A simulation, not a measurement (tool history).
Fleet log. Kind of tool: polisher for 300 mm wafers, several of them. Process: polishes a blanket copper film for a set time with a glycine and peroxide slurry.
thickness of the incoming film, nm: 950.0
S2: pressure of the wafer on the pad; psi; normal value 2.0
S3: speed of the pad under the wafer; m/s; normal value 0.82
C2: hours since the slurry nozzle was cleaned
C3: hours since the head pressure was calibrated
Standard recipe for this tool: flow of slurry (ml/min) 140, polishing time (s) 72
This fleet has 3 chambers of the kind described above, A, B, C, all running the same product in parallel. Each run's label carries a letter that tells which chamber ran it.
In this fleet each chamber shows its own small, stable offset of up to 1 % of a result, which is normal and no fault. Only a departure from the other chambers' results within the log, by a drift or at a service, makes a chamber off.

{"run": "1B", "hour": 10.1, "flow of slurry (ml/min)": 140, "S2": 2.0, "S3": 0.82, "polishing time (s)": 72, "wafers polished on this pad": 1010, "C2": 134.2, "C3": 352.4, "film removed (nm)": 288.89}
{"hour": 16.8, "done": "chamber A: slurry nozzle cleaned"}
{"run": "2A", "hour": 19.6, "flow of slurry (ml/min)": 140, "S2": 2.0, "S3": 0.82, "polishing time (s)": 72, "wafers polished on this pad": 619, "C2": 2.9, "C3": 427.2, "film removed (nm)": 282.93}
{"hour": 22.1, "done": "chamber C: worn pad replaced by a new one"}
{"run": "3C", "hour": 28.0, "flow of slurry (ml/min)": 140, "S2": 2.0, "S3": 0.82, "polishing time (s)": 72, "wafers polished on this pad": 74, "C2": 216.4, "C3": 555.6, "film removed (nm)": 285.98}
{"hour": 37.4, "done": "chamber B: worn pad replaced by a new one"}
{"run": "4C", "hour": 38.0, "flow of slurry (ml/min)": 140, "S2": 2.0, "S3": 0.82, "polishing time (s)": 72, "wafers polished on this pad": 198, "C2": 226.4, "C3": 565.6, "film removed (nm)": 289.17}
{"run": "5A", "hour": 53.7, "flow of slurry (ml/min)": 165, "S2": 2.0, "S3": 1.06, "polishing time (s)": 72, "wafers polished on this pad": 1045, "C2": 37.0, "C3": 461.3, "film removed (nm)": 359.44}
{"run": "6B", "hour": 64.6, "flow of slurry (ml/min)": 165, "S2": 2.0, "S3": 1.06, "polishing time (s)": 72, "wafers polished on this pad": 340, "C2": 188.7, "C3": 406.9, "film removed (nm)": 359.48}
{"run": "7B", "hour": 78.5, "flow of slurry (ml/min)": 165, "S2": 2.0, "S3": 1.06, "polishing time (s)": 72, "wafers polished on this pad": 513, "C2": 202.6, "C3": 420.8, "film removed (nm)": 372.98}
{"run": "8C", "hour": 94.1, "flow of slurry (ml/min)": 140, "S2": 2.0, "S3": 0.82, "polishing time (s)": 72, "wafers polished on this pad": 899, "C2": 282.5, "C3": 621.7, "film removed (nm)": 279.1}
{"hour": 98.1, "done": "chamber A: worn pad replaced by a new one"}
{"run": "9A", "hour": 106.6, "flow of slurry (ml/min)": 140, "S2": 2.0, "S3": 0.82, "polishing time (s)": 72, "wafers polished on this pad": 106, "C2": 89.9, "C3": 514.2, "film removed (nm)": 282.48}
{"run": "10C", "hour": 118.0, "flow of slurry (ml/min)": 140, "S2": 2.0, "S3": 0.82, "polishing time (s)": 72, "wafers polished on this pad": 1197, "C2": 306.4, "C3": 645.6, "film removed (nm)": 285.48}
{"run": "11A", "hour": 126.9, "flow of slurry (ml/min)": 140, "S2": 2.0, "S3": 0.82, "polishing time (s)": 72, "wafers polished on this pad": 359, "C2": 110.2, "C3": 534.5, "film removed (nm)": 285.55}
{"run": "12B", "hour": 135.9, "flow of slurry (ml/min)": 140, "S2": 2.0, "S3": 0.82, "polishing time (s)": 72, "wafers polished on this pad": 1230, "C2": 260.0, "C3": 478.2, "film removed (nm)": 288.35}
{"hour": 141.5, "done": "chamber C: worn pad replaced by a new one"}
{"run": "13A", "hour": 143.5, "flow of slurry (ml/min)": 140, "S2": 2.0, "S3": 0.82, "polishing time (s)": 72, "wafers polished on this pad": 566, "C2": 126.8, "C3": 551.1, "film removed (nm)": 280.08}
{"hour": 148.8, "done": "chamber B: worn pad replaced by a new one"}
{"run": "14C", "hour": 159.5, "flow of slurry (ml/min)": 140, "S2": 2.0, "S3": 0.82, "polishing time (s)": 72, "wafers polished on this pad": 224, "C2": 347.9, "C3": 687.1, "film removed (nm)": 287.57}
{"run": "15B", "hour": 176.1, "flow of slurry (ml/min)": 140, "S2": 2.0, "S3": 0.82, "polishing time (s)": 72, "wafers polished on this pad": 341, "C2": 300.2, "C3": 518.4, "film removed (nm)": 285.04}
{"run": "16B", "hour": 190.9, "flow of slurry (ml/min)": 140, "S2": 2.0, "S3": 0.82, "polishing time (s)": 72, "wafers polished on this pad": 526, "C2": 315.0, "C3": 533.2, "film removed (nm)": 284.44}
{"run": "17C", "hour": 199.5, "flow of slurry (ml/min)": 140, "S2": 2.0, "S3": 0.82, "polishing time (s)": 72, "wafers polished on this pad": 724, "C2": 387.9, "C3": 727.1, "film removed (nm)": 284.8}
{"run": "18A", "hour": 210.1, "flow of slurry (ml/min)": 140, "S2": 2.0, "S3": 0.82, "polishing time (s)": 72, "wafers polished on this pad": 1398, "C2": 193.4, "C3": 617.7, "film removed (nm)": 279.04}
{"run": "19B", "hour": 223.1, "flow of slurry (ml/min)": 140, "S2": 2.0, "S3": 0.82, "polishing time (s)": 72, "wafers polished on this pad": 928, "C2": 347.2, "C3": 565.4, "film removed (nm)": 292.57}
{"hour": 223.5, "done": "chamber A: worn pad replaced by a new one"}
{"hour": 229.7, "done": "chamber B: head pressure recalibrated"}
{"run": "20C", "hour": 230.4, "flow of slurry (ml/min)": 140, "S2": 2.0, "S3": 0.82, "polishing time (s)": 72, "wafers polished on this pad": 1109, "C2": 418.8, "C3": 758.0, "film removed (nm)": 286.3}
{"hour": 241.0, "done": "chamber B: worn pad replaced by a new one"}
{"run": "21A", "hour": 245.8, "flow of slurry (ml/min)": 140, "S2": 2.0, "S3": 0.82, "polishing time (s)": 72, "wafers polished on this pad": 278, "C2": 229.1, "C3": 653.4, "film removed (nm)": 283.59}
{"hour": 257.8, "done": "chamber C: worn pad replaced by a new one"}
{"run": "22B", "hour": 261.3, "flow of slurry (ml/min)": 105, "S2": 2.0, "S3": 0.82, "polishing time (s)": 59, "wafers polished on this pad": 254, "C2": 385.4, "C3": 31.7, "film removed (nm)": 219.47}
{"run": "23A", "hour": 274.5, "flow of slurry (ml/min)": 105, "S2": 2.0, "S3": 0.82, "polishing time (s)": 59, "wafers polished on this pad": 636, "C2": 257.8, "C3": 682.1, "film removed (nm)": 214.05}
{"run": "24C", "hour": 281.6, "flow of slurry (ml/min)": 105, "S2": 2.0, "S3": 0.82, "polishing time (s)": 59, "wafers polished on this pad": 298, "C2": 470.0, "C3": 809.2, "film removed (nm)": 209.92}
{"hour": 294.6, "done": "chamber B: slurry nozzle cleaned"}
{"run": "25C", "hour": 297.0, "flow of slurry (ml/min)": 140, "S2": 2.3, "S3": 0.82, "polishing time (s)": 72, "wafers polished on this pad": 490, "C2": 485.4, "C3": 824.6, "film removed (nm)": 309.58}
{"run": "26A", "hour": 312.6, "flow of slurry (ml/min)": 140, "S2": 2.3, "S3": 0.82, "polishing time (s)": 72, "wafers polished on this pad": 1112, "C2": 295.9, "C3": 720.2, "film removed (nm)": 314.55}
{"run": "27B", "hour": 326.5, "flow of slurry (ml/min)": 140, "S2": 2.3, "S3": 0.82, "polishing time (s)": 72, "wafers polished on this pad": 1067, "C2": 32.0, "C3": 96.9, "film removed (nm)": 319.92}
{"hour": 329.3, "done": "chamber A: worn pad replaced by a new one"}
{"hour": 338.4, "done": "chamber A: slurry nozzle cleaned"}
{"run": "28B", "hour": 342.0, "flow of slurry (ml/min)": 140, "S2": 2.0, "S3": 0.82, "polishing time (s)": 72, "wafers polished on this pad": 1261, "C2": 47.5, "C3": 112.4, "film removed (nm)": 294.01}
{"run": "29C", "hour": 350.7, "flow of slurry (ml/min)": 140, "S2": 2.0, "S3": 0.82, "polishing time (s)": 72, "wafers polished on this pad": 1160, "C2": 539.1, "C3": 878.3, "film removed (nm)": 268.9}
{"hour": 355.0, "done": "chamber C: worn pad replaced by a new one"}
{"hour": 357.3, "done": "chamber B: worn pad replaced by a new one"}
{"run": "30A", "hour": 359.6, "flow of slurry (ml/min)": 140, "S2": 2.0, "S3": 1.02, "polishing time (s)": 72, "wafers polished on this pad": 378, "C2": 21.2, "C3": 767.2, "film removed (nm)": 331.97}
{"run": "31A", "hour": 371.7, "flow of slurry (ml/min)": 140, "S2": 2.0, "S3": 1.02, "polishing time (s)": 72, "wafers polished on this pad": 529, "C2": 33.3, "C3": 779.3, "film removed (nm)": 330.64}
{"run": "32C", "hour": 382.6, "flow of slurry (ml/min)": 140, "S2": 2.0, "S3": 1.02, "polishing time (s)": 72, "wafers polished on this pad": 345, "C2": 571.0, "C3": 910.2, "film removed (nm)": 316.04}
{"run": "33B", "hour": 391.0, "flow of slurry (ml/min)": 140, "S2": 2.0, "S3": 0.82, "polishing time (s)": 72, "wafers polished on this pad": 421, "C2": 96.5, "C3": 161.4, "film removed (nm)": 286.59}
{"run": "34B", "hour": 404.1, "flow of slurry (ml/min)": 140, "S2": 2.0, "S3": 0.82, "polishing time (s)": 72, "wafers polished on this pad": 585, "C2": 109.6, "C3": 174.5, "film removed (nm)": 288.68}
{"run": "35A", "hour": 414.5, "flow of slurry (ml/min)": 140, "S2": 2.0, "S3": 0.82, "polishing time (s)": 72, "wafers polished on this pad": 1063, "C2": 76.1, "C3": 822.1, "film removed (nm)": 290.47}
{"run": "36C", "hour": 426.7, "flow of slurry (ml/min)": 140, "S2": 2.0, "S3": 0.82, "polishing time (s)": 72, "wafers polished on this pad": 896, "C2": 615.1, "C3": 954.3, "film removed (nm)": 276.66}
{"hour": 427.2, "done": "chamber A: worn pad replaced by a new one"}
{"run": "37B", "hour": 434.0, "flow of slurry (ml/min)": 140, "S2": 2.0, "S3": 0.82, "polishing time (s)": 72, "wafers polished on this pad": 958, "C2": 139.5, "C3": 204.4, "film removed (nm)": 294.01}
{"run": "38A", "hour": 443.9, "flow of slurry (ml/min)": 170, "S2": 2.0, "S3": 0.66, "polishing time (s)": 72, "wafers polished on this pad": 208, "C2": 105.5, "C3": 851.5, "film removed (nm)": 251.45}
{"run": "39C", "hour": 459.3, "flow of slurry (ml/min)": 170, "S2": 2.0, "S3": 0.66, "polishing time (s)": 72, "wafers polished on this pad": 1302, "C2": 647.7, "C3": 986.9, "film removed (nm)": 237.52}
{"hour": 459.9, "done": "chamber B: worn pad replaced by a new one"}
{"hour": 460.9, "done": "chamber C: worn pad replaced by a new one"}
{"run": "40C", "hour": 471.2, "flow of slurry (ml/min)": 170, "S2": 2.0, "S3": 0.66, "polishing time (s)": 72, "wafers polished on this pad": 128, "C2": 659.6, "C3": 998.8, "film removed (nm)": 231.72}
{"run": "41A", "hour": 486.2, "flow of slurry (ml/min)": 140, "S2": 2.0, "S3": 0.82, "polishing time (s)": 72, "wafers polished on this pad": 736, "C2": 147.8, "C3": 893.8, "film removed (nm)": 283.63}
{"run": "42B", "hour": 499.4, "flow of slurry (ml/min)": 140, "S2": 2.0, "S3": 0.82, "polishing time (s)": 72, "wafers polished on this pad": 494, "C2": 204.9, "C3": 269.8, "film removed (nm)": 292.96}
{"run": "43A", "hour": 509.1, "flow of slurry (ml/min)": 140, "S2": 1.7, "S3": 0.82, "polishing time (s)": 72, "wafers polished on this pad": 1022, "C2": 170.7, "C3": 916.7, "film removed (nm)": 253.73}
{"run": "44B", "hour": 520.9, "flow of slurry (ml/min)": 140, "S2": 1.7, "S3": 0.82, "polishing time (s)": 72, "wafers polished on this pad": 762, "C2": 226.4, "C3": 291.3, "film removed (nm)": 256.1}

Next, every chamber runs the same settings. What will each give?
{"run": "45A", "hour": 532.7, "flow of slurry (ml/min)": 140, "S2": 2.0, "S3": 0.82, "polishing time (s)": 72, "film removed (nm)": "?"}
{"run": "45B", "hour": 532.7, "flow of slurry (ml/min)": 140, "S2": 2.0, "S3": 0.82, "polishing time (s)": 72, "film removed (nm)": "?"}
{"run": "45C", "hour": 532.7, "flow of slurry (ml/min)": 140, "S2": 2.0, "S3": 0.82, "polishing time (s)": 72, "film removed (nm)": "?"}

run=45A film_removed_(nm)=277.44
run=45B film_removed_(nm)=286.11
run=45C film_removed_(nm)=265.20
